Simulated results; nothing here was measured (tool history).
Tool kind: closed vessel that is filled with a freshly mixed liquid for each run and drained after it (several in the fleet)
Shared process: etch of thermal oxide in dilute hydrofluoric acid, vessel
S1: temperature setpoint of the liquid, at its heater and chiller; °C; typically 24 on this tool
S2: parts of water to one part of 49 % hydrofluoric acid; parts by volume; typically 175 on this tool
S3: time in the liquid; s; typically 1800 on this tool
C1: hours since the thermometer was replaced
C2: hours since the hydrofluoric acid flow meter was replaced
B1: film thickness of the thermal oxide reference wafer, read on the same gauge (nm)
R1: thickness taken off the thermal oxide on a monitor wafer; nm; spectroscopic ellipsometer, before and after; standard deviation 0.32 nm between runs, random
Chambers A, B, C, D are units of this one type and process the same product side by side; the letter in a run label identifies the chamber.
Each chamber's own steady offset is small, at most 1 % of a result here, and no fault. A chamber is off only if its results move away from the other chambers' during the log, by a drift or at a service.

{"run": "1B", "hour": 2.6, "S1": 24, "S2": 175, "S3": 1800, "C1": 620.9, "C2": 103.7, "B1": 59.986, "R1": 44.595}
{"run": "2C", "hour": 6.9, "S1": 24, "S2": 175, "S3": 1800, "C1": 103.2, "C2": 478.4, "B1": 59.984, "R1": 43.687}
{"run": "3D", "hour": 11.9, "S1": 24, "S2": 175, "S3": 1800, "C1": 1130.8, "C2": 554.2, "B1": 60.054, "R1": 44.099}
{"run": "4A", "hour": 16.4, "S1": 24, "S2": 175, "S3": 1800, "C1": 2186.4, "C2": 380.9, "B1": 60.048, "R1": 44.351}
{"run": "5C", "hour": 19.4, "S1": 24, "S2": 175, "S3": 1800, "C1": 115.7, "C2": 490.9, "B1": 60.019, "R1": 43.509}
{"run": "6D", "hour": 23.1, "S1": 24, "S2": 175, "S3": 1800, "C1": 1142, "C2": 565.4, "B1": 59.95, "R1": 44.017}
{"run": "7B", "hour": 26.5, "S1": 24, "S2": 175, "S3": 1800, "C1": 644.8, "C2": 127.6, "B1": 60.012, "R1": 44.825}
{"run": "8A", "hour": 29.9, "S1": 24, "S2": 175, "S3": 1800, "C1": 2199.9, "C2": 394.4, "B1": 59.979, "R1": 44.481}
{"run": "9A", "hour": 33.2, "S1": 24, "S2": 175, "S3": 1800, "C1": 2203.2, "C2": 397.7, "B1": 59.956, "R1": 44.331}
{"run": "10C", "hour": 38.4, "S1": 24, "S2": 175, "S3": 1800, "C1": 134.7, "C2": 509.9, "B1": 60.016, "R1": 43.56}
{"run": "11B", "hour": 41.4, "S1": 24, "S2": 175, "S3": 1800, "C1": 659.7, "C2": 142.5, "B1": 59.987, "R1": 44.197}
{"run": "12D", "hour": 44.9, "S1": 24, "S2": 175, "S3": 1800, "C1": 1163.8, "C2": 587.2, "B1": 60.03, "R1": 44.661}
{"hour": 45.0, "done": "chamber B: thermometer replaced"}
{"run": "13A", "hour": 47.9, "S1": 26, "S2": 175, "S3": 1800, "C1": 2217.9, "C2": 412.4, "B1": 59.982, "R1": 47.804}
{"run": "14D", "hour": 53.8, "S1": 26, "S2": 175, "S3": 1800, "C1": 1172.7, "C2": 596.1, "B1": 59.979, "R1": 48.491}
{"run": "15C", "hour": 57.2, "S1": 26, "S2": 175, "S3": 1800, "C1": 153.5, "C2": 528.7, "B1": 59.994, "R1": 46.942}
{"run": "16B", "hour": 60.2, "S1": 26, "S2": 175, "S3": 1800, "C1": 15.2, "C2": 161.3, "B1": 59.983, "R1": 48.411}
{"run": "17B", "hour": 65.8, "S1": 24, "S2": 175, "S3": 1800, "C1": 20.8, "C2": 166.9, "B1": 59.959, "R1": 43.97}
{"run": "18D", "hour": 69.2, "S1": 24, "S2": 175, "S3": 1800, "C1": 1188.1, "C2": 611.5, "B1": 59.97, "R1": 45.614}
{"run": "19A", "hour": 72.2, "S1": 24, "S2": 175, "S3": 1800, "C1": 2242.2, "C2": 436.7, "B1": 60.045, "R1": 44.186}
{"run": "20C", "hour": 75.6, "S1": 24, "S2": 175, "S3": 1800, "C1": 171.9, "C2": 547.1, "B1": 60.003, "R1": 43.589}
{"run": "21A", "hour": 78.8, "S1": 24, "S2": 175, "S3": 1800, "C1": 2248.8, "C2": 443.3, "B1": 60.02, "R1": 44.128}
{"run": "22C", "hour": 84.1, "S1": 24, "S2": 175, "S3": 1800, "C1": 180.4, "C2": 555.6, "B1": 60.059, "R1": 44.133}
{"run": "23D", "hour": 86.9, "S1": 24, "S2": 175, "S3": 1800, "C1": 1205.8, "C2": 629.2, "B1": 60.006, "R1": 46.189}
{"run": "24B", "hour": 92.7, "S1": 24, "S2": 175, "S3": 1800, "C1": 47.7, "C2": 193.8, "B1": 60.006, "R1": 44.446}
{"run": "25A", "hour": 97.8, "S1": 24, "S2": 175, "S3": 1800, "C1": 2267.8, "C2": 462.3, "B1": 59.985, "R1": 44.262}
{"run": "26B", "hour": 102.6, "S1": 24, "S2": 240, "S3": 970, "C1": 57.6, "C2": 203.7, "B1": 60.01, "R1": 16.354}
{"run": "27D", "hour": 106.0, "S1": 24, "S2": 240, "S3": 970, "C1": 1224.9, "C2": 648.3, "B1": 59.957, "R1": 17.249}
{"run": "28C", "hour": 111.6, "S1": 24, "S2": 240, "S3": 970, "C1": 207.9, "C2": 583.1, "B1": 59.962, "R1": 16.098}
{"run": "29D", "hour": 117.5, "S1": 24, "S2": 240, "S3": 970, "C1": 1236.4, "C2": 659.8, "B1": 59.96, "R1": 17.285}
{"run": "30B", "hour": 123.0, "S1": 24, "S2": 175, "S3": 1800, "C1": 78, "C2": 224.1, "B1": 60.018, "R1": 44.797}
{"run": "31A", "hour": 128.4, "S1": 24, "S2": 175, "S3": 1800, "C1": 2298.4, "C2": 492.9, "B1": 59.96, "R1": 43.792}
{"run": "32C", "hour": 133.8, "S1": 24, "S2": 175, "S3": 1800, "C1": 230.1, "C2": 605.3, "B1": 60.01, "R1": 44.308}
{"run": "33A", "hour": 137.9, "S1": 24, "S2": 175, "S3": 1800, "C1": 2307.9, "C2": 502.4, "B1": 60.027, "R1": 44.188}
{"run": "34C", "hour": 141.2, "S1": 24, "S2": 175, "S3": 1800, "C1": 237.5, "C2": 612.7, "B1": 60.037, "R1": 44.106}
{"run": "35D", "hour": 146.1, "S1": 24, "S2": 175, "S3": 1800, "C1": 1265, "C2": 688.4, "B1": 60.006, "R1": 48.09}
{"run": "36B", "hour": 150.6, "S1": 24, "S2": 175, "S3": 1800, "C1": 105.6, "C2": 251.7, "B1": 59.982, "R1": 44.773}
{"run": "37D", "hour": 153.6, "S1": 24, "S2": 175, "S3": 1800, "C1": 1272.5, "C2": 695.9, "B1": 60.006, "R1": 48}
{"run": "38C", "hour": 158.9, "S1": 24, "S2": 175, "S3": 1800, "C1": 255.2, "C2": 630.4, "B1": 59.994, "R1": 44.152}

Is one chamber out of step, is the gauge drifting, or do the chambers differ by no more than their own small offsets? For an off chamber, give its letter and the likeliest cause.

Little by little, chamber D moves away from the other chambers.
Cause: liquid hotter than its thermometer reads (K) = 2.44.
Not necessarily distinguishable in this log from: hydrofluoric acid flow above the setpoint (%).

Below are 4 candidate recipes for chamber D's next run, each the usual settings with a change, their results shown as question marks. Which of them brings D's results back in line with what the other chambers give on the usual settings?
A result is in line if it is within this distance of the other chambers' mean on the usual settings: R1 1.1 nm
{"run": "39D-1", "hour": 163.2, "S1": 24, "S2": 180, "S3": 1715, "R1": "?"}
{"run": "39D-2", "hour": 163.2, "S1": 24, "S2": 170, "S3": 1885, "R1": "?"}
{"run": "39D-3", "hour": 163.2, "S1": 25, "S2": 175, "S3": 1800, "R1": "?"}
{"run": "39D-4", "hour": 163.2, "S1": 24, "S2": 180, "S3": 1800, "R1": "?"}

The mean the other chambers reach with the usual settings: R1 44.224 nm
run=39D-1 R1=44.486
run=39D-2 R1=52.403
run=39D-3 R1=50.108
run=39D-4 R1=46.691
With 39D-1, the chamber falls back in line with the rest.
